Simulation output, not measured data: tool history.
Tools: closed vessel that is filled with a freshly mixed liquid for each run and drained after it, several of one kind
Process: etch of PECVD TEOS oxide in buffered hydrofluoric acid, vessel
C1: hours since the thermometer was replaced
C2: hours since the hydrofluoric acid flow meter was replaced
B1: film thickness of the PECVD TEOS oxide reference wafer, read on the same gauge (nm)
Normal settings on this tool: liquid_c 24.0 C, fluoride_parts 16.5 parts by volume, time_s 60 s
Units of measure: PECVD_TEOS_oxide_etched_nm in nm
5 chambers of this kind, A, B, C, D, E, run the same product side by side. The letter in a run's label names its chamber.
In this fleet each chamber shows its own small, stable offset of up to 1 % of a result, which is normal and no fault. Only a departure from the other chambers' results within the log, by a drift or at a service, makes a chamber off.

Run 1A, hour 3.3: usual settings; C1 2187.7; C2 26.8; B1 149.96. Result: PECVD_TEOS_oxide_etched_nm 53.675 nm.
Run 2C, hour 8.2: usual settings; C1 1312.3; C2 19.4; B1 150.02. Result: PECVD_TEOS_oxide_etched_nm 52.993 nm.
Run 3E, hour 11.3: usual settings; C1 184.2; C2 371.9; B1 149.97. Result: PECVD_TEOS_oxide_etched_nm 53.796 nm.
Run 4D, hour 13.6: usual settings; C1 258.2; C2 454.3; B1 150.02. Result: PECVD_TEOS_oxide_etched_nm 54.223 nm.
Run 5B, hour 15.9: usual settings; C1 407.1; C2 953.0; B1 149.99. Result: PECVD_TEOS_oxide_etched_nm 54.783 nm.
Run 6B, hour 18.3: usual settings; C1 409.5; C2 955.4; B1 149.99. Result: PECVD_TEOS_oxide_etched_nm 54.709 nm.
Run 7A, hour 21.8: usual settings; C1 2206.2; C2 45.3; B1 150.01. Result: PECVD_TEOS_oxide_etched_nm 54.409 nm.
Run 8C, hour 24.2: usual settings; C1 1328.3; C2 35.4; B1 150.03. Result: PECVD_TEOS_oxide_etched_nm 53.605 nm.
Run 9D, hour 27.4: usual settings; C1 272.0; C2 468.1; B1 149.99. Result: PECVD_TEOS_oxide_etched_nm 53.699 nm.
Run 10E, hour 30.5: usual settings; C1 203.4; C2 391.1; B1 149.96. Result: PECVD_TEOS_oxide_etched_nm 54.039 nm.
Run 11B, hour 32.7: usual settings; C1 423.9; C2 969.8; B1 149.98. Result: PECVD_TEOS_oxide_etched_nm 55.108 nm.
Run 12D, hour 36.0: usual settings; C1 280.6; C2 476.7; B1 149.96. Result: PECVD_TEOS_oxide_etched_nm 53.764 nm.
Run 13E, hour 40.7: usual settings; C1 213.6; C2 401.3; B1 150.03. Result: PECVD_TEOS_oxide_etched_nm 53.832 nm.
Run 14A, hour 43.0: usual settings but liquid_c 28.5 C, fluoride_parts 12.5 parts by volume; C1 2227.4; C2 66.5; B1 150.00. Result: PECVD_TEOS_oxide_etched_nm 89.455 nm.
Run 15C, hour 46.4: usual settings but liquid_c 28.5 C, fluoride_parts 12.5 parts by volume; C1 1350.5; C2 57.6; B1 150.07. Result: PECVD_TEOS_oxide_etched_nm 87.823 nm.
Run 16B, hour 49.4: usual settings but liquid_c 28.5 C, fluoride_parts 12.5 parts by volume; C1 440.6; C2 986.5; B1 150.03. Result: PECVD_TEOS_oxide_etched_nm 93.562 nm.
Run 17E, hour 51.7: usual settings but liquid_c 28.5 C, fluoride_parts 12.5 parts by volume; C1 224.6; C2 412.3; B1 150.01. Result: PECVD_TEOS_oxide_etched_nm 89.124 nm.
Run 18D, hour 54.6: usual settings but liquid_c 28.5 C, fluoride_parts 12.5 parts by volume; C1 299.2; C2 495.3; B1 150.04. Result: PECVD_TEOS_oxide_etched_nm 88.896 nm.
Run 19A, hour 57.3: usual settings; C1 2241.7; C2 80.8; B1 150.01. Result: PECVD_TEOS_oxide_etched_nm 53.049 nm.
Run 20C, hour 61.9: usual settings; C1 1366.0; C2 73.1; B1 149.94. Result: PECVD_TEOS_oxide_etched_nm 52.630 nm.
Run 21D, hour 65.3: usual settings but liquid_c 21.0 C, fluoride_parts 21.0 parts by volume; C1 309.9; C2 506.0; B1 150.05. Result: PECVD_TEOS_oxide_etched_nm 36.695 nm.
Run 22C, hour 69.8: usual settings but liquid_c 21.0 C, fluoride_parts 21.0 parts by volume; C1 1373.9; C2 81.0; B1 150.03. Result: PECVD_TEOS_oxide_etched_nm 35.529 nm.
Run 23B, hour 74.4: usual settings but liquid_c 21.0 C, fluoride_parts 21.0 parts by volume; C1 465.6; C2 1011.5; B1 150.01. Result: PECVD_TEOS_oxide_etched_nm 38.462 nm.
Run 24A, hour 79.1: usual settings but liquid_c 21.0 C, fluoride_parts 21.0 parts by volume; C1 2263.5; C2 102.6; B1 149.94. Result: PECVD_TEOS_oxide_etched_nm 36.216 nm.
Run 25E, hour 81.9: usual settings but liquid_c 21.0 C, fluoride_parts 21.0 parts by volume; C1 254.8; C2 442.5; B1 149.99. Result: PECVD_TEOS_oxide_etched_nm 36.353 nm.
Run 26C, hour 85.1: usual settings but fluoride_parts 11.5 parts by volume; C1 1389.2; C2 96.3; B1 150.04. Result: PECVD_TEOS_oxide_etched_nm 76.753 nm.
Run 27E, hour 89.0: usual settings but fluoride_parts 11.5 parts by volume; C1 261.9; C2 449.6; B1 149.96. Result: PECVD_TEOS_oxide_etched_nm 75.581 nm.
Run 28B, hour 91.6: usual settings but fluoride_parts 11.5 parts by volume; C1 482.8; C2 1028.7; B1 150.00. Result: PECVD_TEOS_oxide_etched_nm 82.271 nm.
Run 29D, hour 95.5: usual settings but fluoride_parts 11.5 parts by volume; C1 340.1; C2 536.2; B1 150.03. Result: PECVD_TEOS_oxide_etched_nm 75.383 nm.
Run 30A, hour 99.7: usual settings but fluoride_parts 11.5 parts by volume; C1 2284.1; C2 123.2; B1 150.03. Result: PECVD_TEOS_oxide_etched_nm 75.032 nm.
Run 31E, hour 103.5: usual settings; C1 276.4; C2 464.1; B1 149.99. Result: PECVD_TEOS_oxide_etched_nm 53.222 nm.

For the next run the whole fleet of 5 chambers uses the same settings. Give each chamber's results:
Run 32A, hour 107.0: usual settings but time_s 35 s. Result: PECVD_TEOS_oxide_etched_nm ?.
Run 32B, hour 107.0: usual settings but time_s 35 s. Result: PECVD_TEOS_oxide_etched_nm ?.
Run 32C, hour 107.0: usual settings but time_s 35 s. Result: PECVD_TEOS_oxide_etched_nm ?.
Run 32D, hour 107.0: usual settings but time_s 35 s. Result: PECVD_TEOS_oxide_etched_nm ?.
Run 32E, hour 107.0: usual settings but time_s 35 s. Result: PECVD_TEOS_oxide_etched_nm ?.

run  PECVD_TEOS_oxide_etched_nm
32A                      30.971
32B                      34.394
32C                      30.877
32D                      31.886
32E                      31.535

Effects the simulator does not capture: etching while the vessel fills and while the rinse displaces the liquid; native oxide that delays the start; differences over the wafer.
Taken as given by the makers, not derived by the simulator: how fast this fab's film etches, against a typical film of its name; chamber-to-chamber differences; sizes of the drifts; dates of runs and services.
